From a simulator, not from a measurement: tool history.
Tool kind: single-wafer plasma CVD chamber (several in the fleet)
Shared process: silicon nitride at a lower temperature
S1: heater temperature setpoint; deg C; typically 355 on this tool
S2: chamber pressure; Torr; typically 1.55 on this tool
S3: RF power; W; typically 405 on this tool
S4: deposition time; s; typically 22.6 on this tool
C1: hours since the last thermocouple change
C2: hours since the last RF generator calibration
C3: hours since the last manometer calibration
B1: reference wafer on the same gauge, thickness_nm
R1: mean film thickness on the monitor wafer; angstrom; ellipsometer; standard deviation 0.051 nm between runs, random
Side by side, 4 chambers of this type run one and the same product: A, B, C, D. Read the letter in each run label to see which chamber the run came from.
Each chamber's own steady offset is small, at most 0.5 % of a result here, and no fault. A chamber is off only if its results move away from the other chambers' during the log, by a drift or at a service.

run 1D hour=8.1 | S1=355 S2=1.55 S3=405 S4=22.6 | C1=974.5 C2=976.5 C3=1926 | B1=34.296 | R1=319.56
run 2A hour=22.1 | S1=355 S2=1.55 S3=405 S4=22.6 | C1=439.1 C2=1726.6 C3=104.9 | B1=34.28 | R1=317.07
run 3C hour=36.3 | S1=355 S2=1.55 S3=405 S4=22.6 | C1=428 C2=304.4 C3=112.2 | B1=34.271 | R1=317.53
run 4B hour=47.2 | S1=355 S2=1.55 S3=405 S4=22.6 | C1=1348.9 C2=783.5 C3=134.6 | B1=34.275 | R1=319.43
run 5A hour=54.4 | S1=355 S2=1.55 S3=405 S4=22.6 | C1=471.4 C2=1758.9 C3=137.2 | B1=34.268 | R1=317.85
run 6D hour=64.7 | S1=355 S2=1.55 S3=405 S4=22.6 | C1=1031.1 C2=1033.1 C3=1982.6 | B1=34.273 | R1=319.2
run 7C hour=78.3 | S1=355 S2=1.55 S3=405 S4=25.1 | C1=470 C2=346.4 C3=154.2 | B1=34.246 | R1=351.51
run 8B hour=88.3 | S1=355 S2=1.55 S3=405 S4=25.1 | C1=1390 C2=824.6 C3=175.7 | B1=34.255 | R1=352.8
run 9D hour=101.5 | S1=355 S2=1.55 S3=405 S4=25.1 | C1=1067.9 C2=1069.9 C3=2019.4 | B1=34.258 | R1=352.81
run 10C hour=115 | S1=355 S2=1.55 S3=405 S4=25.1 | C1=506.7 C2=383.1 C3=190.9 | B1=34.217 | R1=351.66
run 11B hour=129.6 | S1=355 S2=1.55 S3=405 S4=22.6 | C1=1431.3 C2=865.9 C3=217 | B1=34.231 | R1=317.49
run 12A hour=141.3 | S1=355 S2=1.55 S3=405 S4=22.6 | C1=558.3 C2=1845.8 C3=224.1 | B1=34.229 | R1=317.34
run 13D hour=149.4 | S1=355 S2=1.55 S3=405 S4=22.6 | C1=1115.8 C2=1117.8 C3=2067.3 | B1=34.209 | R1=318.39
run 14C hour=157.6 | S1=355 S2=1.55 S3=405 S4=22.6 | C1=549.3 C2=425.7 C3=233.5 | B1=34.217 | R1=317.24
run 15B hour=171.8 | S1=355 S2=1.55 S3=405 S4=22.6 | C1=1473.5 C2=908.1 C3=259.2 | B1=34.204 | R1=317.95
run 16A hour=181.3 | S1=355 S2=1.55 S3=405 S4=22.6 | C1=598.3 C2=1885.8 C3=264.1 | B1=34.205 | R1=317.66
run 17A hour=193.2 | S1=355 S2=1.55 S3=405 S4=22.6 | C1=610.2 C2=1897.7 C3=276 | B1=34.194 | R1=316.97
run 18B hour=203 | S1=355 S2=1.55 S3=405 S4=22.6 | C1=1504.7 C2=939.3 C3=290.4 | B1=34.185 | R1=316.69
run 19D hour=213.6 | S1=355 S2=1.55 S3=405 S4=22.6 | C1=1180 C2=1182 C3=2131.5 | B1=34.175 | R1=318.57
run 20C hour=223.7 | S1=355 S2=1.55 S3=405 S4=22.6 | C1=615.4 C2=491.8 C3=299.6 | B1=34.18 | R1=316.02
run 21C hour=234.3 | S1=355 S2=1.55 S3=405 S4=22.6 | C1=626 C2=502.4 C3=310.2 | B1=34.17 | R1=316.88
-- hour=237.1 chamber D: capacitance manometer re-zeroed and calibrated
run 22D hour=245.2 | S1=355 S2=1.55 S3=480 S4=22.6 | C1=1211.6 C2=1213.6 C3=8.2 | B1=34.169 | R1=352.74
run 23A hour=255 | S1=355 S2=1.55 S3=480 S4=22.6 | C1=672 C2=1959.5 C3=337.8 | B1=34.152 | R1=349.23
run 24B hour=263.5 | S1=355 S2=1.55 S3=480 S4=22.6 | C1=1565.2 C2=999.8 C3=350.9 | B1=34.15 | R1=352.62
run 25A hour=276.5 | S1=355 S2=1.55 S3=480 S4=22.6 | C1=693.5 C2=1981 C3=359.3 | B1=34.157 | R1=349.87
run 26B hour=283.8 | S1=355 S2=1.55 S3=405 S4=25.2 | C1=1585.5 C2=1020.1 C3=371.2 | B1=34.137 | R1=353.62
run 27D hour=290.8 | S1=355 S2=1.55 S3=405 S4=25.2 | C1=1257.2 C2=1259.2 C3=53.8 | B1=34.131 | R1=354.81
run 28C hour=298.9 | S1=355 S2=1.55 S3=405 S4=25.2 | C1=690.6 C2=567 C3=374.8 | B1=34.13 | R1=352.73
run 29A hour=314 | S1=355 S2=1.55 S3=405 S4=25.2 | C1=731 C2=2018.5 C3=396.8 | B1=34.139 | R1=352.58
run 30D hour=321.1 | S1=355 S2=1.36 S3=405 S4=24.3 | C1=1287.5 C2=1289.5 C3=84.1 | B1=34.128 | R1=329.02
run 31B hour=329.1 | S1=355 S2=1.36 S3=405 S4=24.3 | C1=1630.8 C2=1065.4 C3=416.5 | B1=34.113 | R1=327.58
run 32C hour=341.8 | S1=355 S2=1.36 S3=405 S4=24.3 | C1=733.5 C2=609.9 C3=417.7 | B1=34.096 | R1=326.91
run 33A hour=350.3 | S1=355 S2=1.36 S3=405 S4=24.3 | C1=767.3 C2=2054.8 C3=433.1 | B1=34.115 | R1=327.67
run 34B hour=365 | S1=355 S2=1.55 S3=405 S4=22.6 | C1=1666.7 C2=1101.3 C3=452.4 | B1=34.095 | R1=316.27
run 35C hour=379.9 | S1=355 S2=1.76 S3=435 S4=22.6 | C1=771.6 C2=648 C3=455.8 | B1=34.088 | R1=341.06
run 36D hour=390.2 | S1=355 S2=1.76 S3=435 S4=22.6 | C1=1356.6 C2=1358.6 C3=153.2 | B1=34.091 | R1=343.3
run 37D hour=400.5 | S1=355 S2=1.76 S3=435 S4=22.6 | C1=1366.9 C2=1368.9 C3=163.5 | B1=34.076 | R1=342.96

One chamber off, gauge drift, or nothing amiss beyond the chambers' own small offsets? If it is a chamber, which one, and what is the likeliest cause?

Gauge drift. The chambers move together only on paper, and none stands off.
What lies behind it: gauge reads low (%) = 0.663.
